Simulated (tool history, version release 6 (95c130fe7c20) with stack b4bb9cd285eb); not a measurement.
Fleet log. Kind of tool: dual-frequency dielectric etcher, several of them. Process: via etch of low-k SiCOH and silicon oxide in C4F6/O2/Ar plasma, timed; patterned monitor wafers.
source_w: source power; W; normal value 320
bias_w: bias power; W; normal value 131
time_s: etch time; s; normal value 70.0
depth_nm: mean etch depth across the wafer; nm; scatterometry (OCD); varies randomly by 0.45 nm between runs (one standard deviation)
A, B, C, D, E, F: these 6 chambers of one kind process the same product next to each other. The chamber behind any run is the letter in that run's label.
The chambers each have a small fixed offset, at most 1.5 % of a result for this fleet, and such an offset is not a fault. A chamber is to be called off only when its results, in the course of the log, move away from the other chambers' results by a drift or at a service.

run,hour,source_w,bias_w,time_s,hours since the last wet clean,hours since the last source power generator calibration,hours since the last bias power generator calibration,"read-back reference wafer on the same gauge, depth_nm",depth_nm
# hour 4.6: chamber D: wet clean of the chamber
1D,6.3,320,131,70.0,1.7,1608.2,1923.2,167.85,149.83
2C,11.6,320,131,70.0,505.3,1943.1,400.9,168.10,151.31
3B,18.3,320,131,70.0,157.3,2845.3,917.8,168.10,151.42
4E,21.4,320,131,70.0,105.0,1464.1,981.9,168.02,151.51
5F,24.4,320,131,70.0,233.3,3498.7,224.8,167.97,153.86
6A,28.2,390,109,70.0,126.9,3031.1,2773.1,168.01,154.68
7D,33.7,390,109,70.0,29.1,1635.6,1950.6,168.10,154.63
8A,39.4,390,109,70.0,138.1,3042.3,2784.3,168.02,155.04
9B,43.2,390,109,70.0,182.2,2870.2,942.7,167.99,154.03
10E,47.7,390,109,70.0,131.3,1490.4,1008.2,167.87,155.18
11F,54.5,390,109,70.0,263.4,3528.8,254.9,167.92,157.56
12C,58.8,320,131,70.0,552.5,1990.3,448.1,168.09,151.58
13D,63.0,320,131,70.0,58.4,1664.9,1979.9,168.04,150.41
14E,68.7,320,131,70.0,152.3,1511.4,1029.2,168.02,150.68
15B,74.3,250,145,70.0,213.3,2901.3,973.8,167.93,141.52
16F,78.5,250,145,70.0,287.4,3552.8,278.9,168.00,143.18
17C,82.9,250,145,70.0,576.6,2014.4,472.2,167.92,142.14
18A,88.9,250,145,70.0,187.6,3091.8,2833.8,167.98,141.30
19F,95.4,250,145,70.0,304.3,3569.7,295.8,168.06,143.59
20C,101.2,250,145,70.0,594.9,2032.7,490.5,167.98,140.58
21B,106.4,320,131,70.0,245.4,2933.4,1005.9,168.03,151.05
22E,112.1,320,131,70.0,195.7,1554.8,1072.6,167.98,149.96
23D,115.3,320,117,70.0,110.7,1717.2,2032.2,168.02,145.03
24A,120.0,320,117,70.0,218.7,3122.9,2864.9,168.02,145.88
25C,123.9,320,117,70.0,617.6,2055.4,513.2,168.02,146.12
# hour 124.8: chamber C: wet clean of the chamber
26F,128.8,320,117,70.0,337.7,3603.1,329.2,168.05,148.78
27A,132.8,320,117,70.0,231.5,3135.7,2877.7,168.05,146.01
28B,137.1,320,117,70.0,276.1,2964.1,1036.6,167.97,146.71
29D,140.2,320,131,70.0,135.6,1742.1,2057.1,167.88,151.23
30E,146.4,320,131,70.0,230.0,1589.1,1106.9,167.93,147.16
31F,152.5,320,131,70.0,361.4,3626.8,352.9,167.96,153.09
32B,159.1,320,131,70.0,298.1,2986.1,1058.6,167.97,151.69
33A,165.6,320,131,70.0,264.3,3168.5,2910.5,168.00,151.64
34D,172.3,320,157,70.0,167.7,1774.2,2089.2,168.07,159.80
35E,178.0,320,157,70.0,261.6,1620.7,1138.5,168.13,153.80
36C,183.0,320,157,70.0,58.2,2114.5,572.3,168.15,160.28

For the next run the whole fleet of 6 chambers uses the same settings. Give each chamber's results:
37A,187.9,320,131,86.5,,,,,?
37B,187.9,320,131,86.5,,,,,?
37C,187.9,320,131,86.5,,,,,?
37D,187.9,320,131,86.5,,,,,?
37E,187.9,320,131,86.5,,,,,?
37F,187.9,320,131,86.5,,,,,?

run,depth_nm
37A,187.43
37B,186.32
37C,186.20
37D,186.30
37E,179.28
37F,189.45
